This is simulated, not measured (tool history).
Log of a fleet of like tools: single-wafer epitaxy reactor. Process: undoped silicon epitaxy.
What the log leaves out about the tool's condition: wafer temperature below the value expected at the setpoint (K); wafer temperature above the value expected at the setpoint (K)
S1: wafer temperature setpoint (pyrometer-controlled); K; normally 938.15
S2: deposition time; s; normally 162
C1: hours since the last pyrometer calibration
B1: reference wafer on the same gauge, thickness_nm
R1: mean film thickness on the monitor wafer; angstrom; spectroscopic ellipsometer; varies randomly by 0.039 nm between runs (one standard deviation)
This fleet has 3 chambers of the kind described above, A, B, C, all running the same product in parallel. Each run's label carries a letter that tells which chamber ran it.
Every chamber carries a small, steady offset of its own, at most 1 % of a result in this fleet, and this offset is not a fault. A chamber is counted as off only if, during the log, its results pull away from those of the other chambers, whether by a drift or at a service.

run 1C day=0.167 | S1=938.15 S2=162 | C1=2073.2 | B1=31.496 | R1=376.89
run 2A day=0.333 | S1=938.15 S2=162 | C1=206.6 | B1=31.492 | R1=379.27
run 3B day=0.479 | S1=938.15 S2=162 | C1=253.3 | B1=31.494 | R1=377.07
run 4B day=0.7 | S1=938.15 S2=162 | C1=258.6 | B1=31.488 | R1=376.46
run 5C day=0.817 | S1=938.15 S2=162 | C1=2088.8 | B1=31.491 | R1=376.53
run 6A day=0.929 | S1=938.15 S2=162 | C1=220.9 | B1=31.483 | R1=378.8
run 7B day=1.167 | S1=938.15 S2=162 | C1=269.8 | B1=31.483 | R1=377.84
run 8C day=1.304 | S1=947.15 S2=162 | C1=2100.5 | B1=31.482 | R1=454.25
run 9A day=1.417 | S1=947.15 S2=162 | C1=232.6 | B1=31.485 | R1=458.61
run 10B day=1.617 | S1=947.15 S2=162 | C1=280.6 | B1=31.467 | R1=456.33
run 11A day=1.833 | S1=938.15 S2=162 | C1=242.6 | B1=31.458 | R1=378.12
run 12C day=1.958 | S1=943.15 S2=162 | C1=2116.2 | B1=31.462 | R1=418.42
run 13B day=2.1 | S1=943.15 S2=162 | C1=292.2 | B1=31.467 | R1=419.63
run 14A day=2.288 | S1=943.15 S2=162 | C1=253.5 | B1=31.451 | R1=421.19
run 15C day=2.45 | S1=938.15 S2=162 | C1=2128 | B1=31.461 | R1=376.73
run 16C day=2.7 | S1=932.15 S2=162 | C1=2134 | B1=31.453 | R1=331.48
run 17A day=2.95 | S1=932.15 S2=162 | C1=269.4 | B1=31.445 | R1=331.95
run 18B day=3.096 | S1=932.15 S2=162 | C1=316.1 | B1=31.44 | R1=331.13
run 19A day=3.271 | S1=934.15 S2=144 | C1=277.1 | B1=31.433 | R1=308.63
run 20C day=3.496 | S1=934.15 S2=144 | C1=2153.1 | B1=31.442 | R1=306.89
run 21B day=3.617 | S1=934.15 S2=144 | C1=328.6 | B1=31.438 | R1=306.73
run 22C day=3.833 | S1=938.15 S2=139 | C1=2161.2 | B1=31.434 | R1=322.95
run 23B day=4.079 | S1=938.15 S2=139 | C1=339.7 | B1=31.425 | R1=323
run 24A day=4.321 | S1=938.15 S2=139 | C1=302.3 | B1=31.417 | R1=323.6
run 25B day=4.554 | S1=938.15 S2=162 | C1=351.1 | B1=31.42 | R1=375.63
run 26C day=4.758 | S1=931.15 S2=141 | C1=2183.4 | B1=31.411 | R1=281.96
run 27A day=4.962 | S1=931.15 S2=141 | C1=317.7 | B1=31.415 | R1=282.24
run 28B day=5.175 | S1=931.15 S2=141 | C1=366 | B1=31.409 | R1=281.36
run 29A day=5.321 | S1=938.15 S2=162 | C1=326.3 | B1=31.399 | R1=376.72
run 30C day=5.55 | S1=952.15 S2=162 | C1=2202.4 | B1=31.401 | R1=502.16
run 31C day=5.771 | S1=952.15 S2=162 | C1=2207.7 | B1=31.396 | R1=501.14
run 32B day=5.979 | S1=952.15 S2=162 | C1=385.3 | B1=31.4 | R1=504.22
run 33A day=6.171 | S1=938.15 S2=162 | C1=346.7 | B1=31.386 | R1=377.38
run 34B day=6.338 | S1=938.15 S2=162 | C1=393.9 | B1=31.376 | R1=375.75
run 35C day=6.496 | S1=938.15 S2=162 | C1=2225.1 | B1=31.374 | R1=375.04
run 36A day=6.738 | S1=938.15 S2=162 | C1=360.3 | B1=31.38 | R1=376.16
run 37C day=6.983 | S1=929.15 S2=142 | C1=2236.8 | B1=31.375 | R1=271.09

Read the log: is a single chamber off, either drifting away or since a service, is the gauge that measures every chamber drifting, or is nothing wrong beyond small per-chamber offsets? Name any odd chamber and what most likely caused it.

Every chamber seems to shift together because the gauge that measures them all drifts; the chambers themselves are fine.
Cause: gauge reads low (%) = 0.422.
